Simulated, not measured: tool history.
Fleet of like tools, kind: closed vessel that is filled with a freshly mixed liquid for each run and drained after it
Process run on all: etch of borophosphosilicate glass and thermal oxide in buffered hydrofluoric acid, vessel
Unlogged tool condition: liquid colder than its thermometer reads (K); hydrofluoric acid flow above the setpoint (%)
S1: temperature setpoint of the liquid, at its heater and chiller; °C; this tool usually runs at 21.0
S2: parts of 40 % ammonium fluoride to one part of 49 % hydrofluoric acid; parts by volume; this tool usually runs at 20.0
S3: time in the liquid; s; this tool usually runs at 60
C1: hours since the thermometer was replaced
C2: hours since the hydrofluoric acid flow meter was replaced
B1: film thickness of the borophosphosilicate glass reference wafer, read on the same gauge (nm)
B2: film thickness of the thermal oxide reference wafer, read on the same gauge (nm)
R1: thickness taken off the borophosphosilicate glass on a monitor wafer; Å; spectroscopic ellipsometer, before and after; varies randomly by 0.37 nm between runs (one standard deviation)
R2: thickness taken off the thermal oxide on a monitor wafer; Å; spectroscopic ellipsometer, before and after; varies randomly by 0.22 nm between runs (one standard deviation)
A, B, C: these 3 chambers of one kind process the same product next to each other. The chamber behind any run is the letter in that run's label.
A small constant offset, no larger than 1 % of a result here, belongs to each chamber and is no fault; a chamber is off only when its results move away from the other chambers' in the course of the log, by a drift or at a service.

run 1A hour=6.9 | S1=21.0 S2=20.0 S3=60 | C1=634.8 C2=1033.2 | B1=110.01 B2=79.999 | R1=528.00 R2=281.56
run 2B hour=18.5 | S1=21.0 S2=20.0 S3=60 | C1=1576.9 C2=99.0 | B1=110.04 B2=79.977 | R1=523.99 R2=282.32
run 3C hour=32.2 | S1=21.0 S2=20.0 S3=60 | C1=1661.8 C2=1038.9 | B1=109.99 B2=79.985 | R1=534.88 R2=286.12
run 4C hour=40.4 | S1=21.0 S2=20.0 S3=60 | C1=1670.0 C2=1047.1 | B1=109.98 B2=80.003 | R1=535.53 R2=283.54
run 5A hour=47.8 | S1=21.0 S2=20.0 S3=60 | C1=675.7 C2=1074.1 | B1=110.03 B2=79.997 | R1=529.44 R2=282.36
run 6B hour=58.9 | S1=21.0 S2=20.0 S3=60 | C1=1617.3 C2=139.4 | B1=110.02 B2=80.006 | R1=530.55 R2=284.45
run 7C hour=72.6 | S1=21.0 S2=20.0 S3=60 | C1=1702.2 C2=1079.3 | B1=110.00 B2=80.016 | R1=533.96 R2=284.05
run 8A hour=81.1 | S1=21.0 S2=20.0 S3=60 | C1=709.0 C2=1107.4 | B1=110.00 B2=80.008 | R1=532.12 R2=283.94
run 9B hour=88.1 | S1=21.0 S2=20.0 S3=60 | C1=1646.5 C2=168.6 | B1=110.02 B2=80.017 | R1=529.62 R2=285.40
run 10C hour=98.3 | S1=21.0 S2=20.0 S3=60 | C1=1727.9 C2=1105.0 | B1=109.98 B2=80.013 | R1=530.18 R2=280.35
run 11B hour=106.8 | S1=21.0 S2=20.0 S3=60 | C1=1665.2 C2=187.3 | B1=110.00 B2=80.007 | R1=524.77 R2=280.77
run 12A hour=113.6 | S1=21.0 S2=20.0 S3=60 | C1=741.5 C2=1139.9 | B1=109.99 B2=79.998 | R1=530.98 R2=283.86
run 13A hour=122.6 | S1=21.0 S2=20.0 S3=60 | C1=750.5 C2=1148.9 | B1=110.06 B2=80.014 | R1=526.96 R2=281.42
run 14C hour=135.3 | S1=17.0 S2=20.0 S3=70 | C1=1764.9 C2=1142.0 | B1=109.99 B2=80.000 | R1=498.66 R2=264.86
run 15B hour=145.5 | S1=17.0 S2=20.0 S3=70 | C1=1703.9 C2=226.0 | B1=109.99 B2=80.001 | R1=491.33 R2=259.00
run 16B hour=152.7 | S1=17.0 S2=20.0 S3=70 | C1=1711.1 C2=233.2 | B1=109.97 B2=80.005 | R1=495.25 R2=261.85
run 17C hour=159.4 | S1=21.0 S2=20.0 S3=60 | C1=1789.0 C2=1166.1 | B1=109.95 B2=79.989 | R1=530.65 R2=281.03
run 18A hour=170.0 | S1=21.0 S2=20.0 S3=60 | C1=797.9 C2=1196.3 | B1=110.01 B2=80.003 | R1=523.36 R2=283.28
run 19C hour=181.5 | S1=24.5 S2=22.5 S3=60 | C1=1811.1 C2=1188.2 | B1=109.96 B2=80.013 | R1=584.34 R2=315.94
run 20A hour=191.4 | S1=24.5 S2=22.5 S3=60 | C1=819.3 C2=1217.7 | B1=110.03 B2=80.007 | R1=589.59 R2=316.36
run 21B hour=205.2 | S1=24.5 S2=22.5 S3=60 | C1=1763.6 C2=285.7 | B1=110.02 B2=80.000 | R1=589.88 R2=310.20
run 22C hour=214.7 | S1=21.0 S2=20.0 S3=60 | C1=1844.3 C2=1221.4 | B1=110.03 B2=80.003 | R1=529.40 R2=283.50
run 23B hour=223.6 | S1=21.0 S2=20.0 S3=60 | C1=1782.0 C2=304.1 | B1=109.98 B2=79.995 | R1=535.80 R2=281.72
run 24A hour=235.2 | S1=21.0 S2=20.0 S3=60 | C1=863.1 C2=1261.5 | B1=110.03 B2=80.003 | R1=538.12 R2=282.84
run 25C hour=248.6 | S1=21.0 S2=20.0 S3=60 | C1=1878.2 C2=1255.3 | B1=110.03 B2=79.994 | R1=529.17 R2=284.21
run 26A hour=259.9 | S1=21.0 S2=20.0 S3=60 | C1=887.8 C2=1286.2 | B1=110.01 B2=79.990 | R1=531.47 R2=282.43
run 27B hour=272.5 | S1=21.0 S2=26.0 S3=60 | C1=1830.9 C2=353.0 | B1=110.02 B2=80.008 | R1=437.61 R2=235.54
run 28A hour=285.3 | S1=21.0 S2=26.0 S3=60 | C1=913.2 C2=1311.6 | B1=109.99 B2=80.001 | R1=440.33 R2=237.17

Decide between three cases: one chamber stands off from its peers, the gauge reading all wafers drifts, or nothing is wrong past each chamber's small offset. Where a chamber is off, say which and what most likely put it there.

The fleet is healthy, with each chamber sitting at its usual small offset and no drift in the gauge.
